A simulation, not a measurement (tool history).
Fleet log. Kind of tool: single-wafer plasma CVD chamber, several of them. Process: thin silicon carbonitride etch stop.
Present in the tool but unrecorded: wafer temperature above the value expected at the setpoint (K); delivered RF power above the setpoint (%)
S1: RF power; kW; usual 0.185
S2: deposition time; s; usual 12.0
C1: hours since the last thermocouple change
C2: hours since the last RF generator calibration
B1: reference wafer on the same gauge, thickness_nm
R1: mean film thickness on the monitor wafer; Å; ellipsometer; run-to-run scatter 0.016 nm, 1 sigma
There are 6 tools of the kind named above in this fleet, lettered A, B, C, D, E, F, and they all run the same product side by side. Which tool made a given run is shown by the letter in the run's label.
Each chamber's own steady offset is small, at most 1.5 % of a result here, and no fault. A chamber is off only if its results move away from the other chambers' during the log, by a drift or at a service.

Run 1E, hour 5.2: usual settings; C1 995.6; C2 789.2; B1 7.9180. Result: R1 66.433 Å.
Run 2C, hour 8.3: usual settings; C1 1657.2; C2 826.2; B1 7.9240. Result: R1 66.739 Å.
Run 3B, hour 12.5: usual settings; C1 134.4; C2 82.9; B1 7.9153. Result: R1 67.588 Å.
At hour 13.1: chamber E: RF generator calibrated.
Run 4D, hour 18.0: usual settings; C1 1884.2; C2 143.4; B1 7.9209. Result: R1 66.793 Å.
Run 5F, hour 20.9: usual settings; C1 1995.3; C2 228.1; B1 7.9210. Result: R1 66.602 Å.
Run 6A, hour 23.9: usual settings; C1 73.8; C2 927.6; B1 7.9149. Result: R1 65.928 Å.
Run 7B, hour 27.6: usual settings; C1 149.5; C2 98.0; B1 7.9207. Result: R1 67.252 Å.
Run 8C, hour 32.8: usual settings; C1 1681.7; C2 850.7; B1 7.9148. Result: R1 67.076 Å.
Run 9E, hour 37.0: usual settings; C1 1027.4; C2 24.0; B1 7.9224. Result: R1 66.524 Å.
Run 10F, hour 43.2: usual settings; C1 2017.6; C2 250.4; B1 7.9236. Result: R1 66.591 Å.
Run 11D, hour 46.6: usual settings; C1 1912.8; C2 172.0; B1 7.9237. Result: R1 66.852 Å.
Run 12A, hour 50.9: usual settings but S2 11.1 s; C1 100.8; C2 954.6; B1 7.9244. Result: R1 61.309 Å.
Run 13C, hour 55.4: usual settings but S2 11.1 s; C1 1704.3; C2 873.3; B1 7.9180. Result: R1 62.102 Å.
Run 14A, hour 60.9: usual settings but S2 11.1 s; C1 110.8; C2 964.6; B1 7.9173. Result: R1 61.189 Å.
Run 15B, hour 64.7: usual settings but S2 11.1 s; C1 186.6; C2 135.1; B1 7.9205. Result: R1 62.497 Å.
Run 16F, hour 68.2: usual settings but S2 11.1 s; C1 2042.6; C2 275.4; B1 7.9248. Result: R1 61.470 Å.
Run 17E, hour 72.3: usual settings but S2 11.1 s; C1 1062.7; C2 59.3; B1 7.9189. Result: R1 61.562 Å.
Run 18D, hour 77.8: usual settings but S1 0.200 kW, S2 12.8 s; C1 1944.0; C2 203.2; B1 7.9144. Result: R1 72.775 Å.
Run 19F, hour 82.0: usual settings but S1 0.200 kW, S2 12.8 s; C1 2056.4; C2 289.2; B1 7.9200. Result: R1 72.667 Å.
At hour 85.2: chamber C: thermocouple changed; heater temperature recalibrated.
Run 20E, hour 85.3: usual settings but S1 0.200 kW, S2 12.8 s; C1 1075.7; C2 72.3; B1 7.9203. Result: R1 73.012 Å.
Run 21B, hour 90.0: usual settings but S1 0.200 kW, S2 12.8 s; C1 211.9; C2 160.4; B1 7.9165. Result: R1 73.735 Å.
At hour 92.3: chamber C: RF generator calibrated.
Run 22C, hour 95.6: usual settings but S1 0.200 kW, S2 12.8 s; C1 10.5; C2 3.3; B1 7.9167. Result: R1 72.941 Å.
Run 23A, hour 101.0: usual settings but S1 0.200 kW, S2 12.8 s; C1 150.9; C2 1004.7; B1 7.9190. Result: R1 72.359 Å.
Run 24D, hour 106.3: usual settings but S1 0.150 kW, S2 12.7 s; C1 1972.5; C2 231.7; B1 7.9223. Result: R1 66.026 Å.
Run 25F, hour 112.2: usual settings but S1 0.150 kW, S2 12.7 s; C1 2086.6; C2 319.4; B1 7.9209. Result: R1 66.260 Å.
Run 26C, hour 118.2: usual settings but S1 0.150 kW, S2 12.7 s; C1 33.1; C2 25.9; B1 7.9215. Result: R1 66.299 Å.
Run 27E, hour 124.5: usual settings but S1 0.150 kW, S2 12.7 s; C1 1114.9; C2 111.5; B1 7.9126. Result: R1 66.251 Å.
Run 28B, hour 130.8: usual settings but S1 0.150 kW, S2 12.7 s; C1 252.7; C2 201.2; B1 7.9207. Result: R1 67.490 Å.
Run 29D, hour 135.2: usual settings but S1 0.150 kW, S2 12.7 s; C1 2001.4; C2 260.6; B1 7.9237. Result: R1 66.105 Å.
Run 30A, hour 141.4: usual settings; C1 191.3; C2 1045.1; B1 7.9202. Result: R1 66.238 Å.
Run 31D, hour 146.3: usual settings; C1 2012.5; C2 271.7; B1 7.9178. Result: R1 66.363 Å.
Run 32B, hour 151.5: usual settings; C1 273.4; C2 221.9; B1 7.9214. Result: R1 67.354 Å.
Run 33F, hour 156.3: usual settings; C1 2130.7; C2 363.5; B1 7.9253. Result: R1 66.592 Å.
Run 34E, hour 162.1: usual settings; C1 1152.5; C2 149.1; B1 7.9218. Result: R1 66.511 Å.
Run 35A, hour 166.8: usual settings; C1 216.7; C2 1070.5; B1 7.9189. Result: R1 66.345 Å.
Run 36C, hour 170.9: usual settings; C1 85.8; C2 78.6; B1 7.9152. Result: R1 66.772 Å.
Run 37B, hour 174.7: usual settings but S2 13.9 s; C1 296.6; C2 245.1; B1 7.9194. Result: R1 77.979 Å.
Run 38A, hour 180.1: usual settings but S2 13.9 s; C1 230.0; C2 1083.8; B1 7.9225. Result: R1 76.754 Å.
Run 39D, hour 185.0: usual settings but S2 13.9 s; C1 2051.2; C2 310.4; B1 7.9216. Result: R1 77.240 Å.
Run 40F, hour 190.4: usual settings but S2 13.9 s; C1 2164.8; C2 397.6; B1 7.9186. Result: R1 77.425 Å.
Run 41E, hour 196.3: usual settings but S2 13.9 s; C1 1186.7; C2 183.3; B1 7.9221. Result: R1 77.014 Å.
Run 42C, hour 201.1: usual settings but S2 13.9 s; C1 116.0; C2 108.8; B1 7.9175. Result: R1 77.659 Å.
Run 43C, hour 207.1: usual settings; C1 122.0; C2 114.8; B1 7.9205. Result: R1 67.123 Å.

Which is it: a chamber that has drifted or been left off by a service, a gauge drift common to all chambers, or only each chamber's usual small offset? If a chamber is off, name it and its likeliest cause.

No chamber stands off beyond its own small offset, and the gauge holds steady.
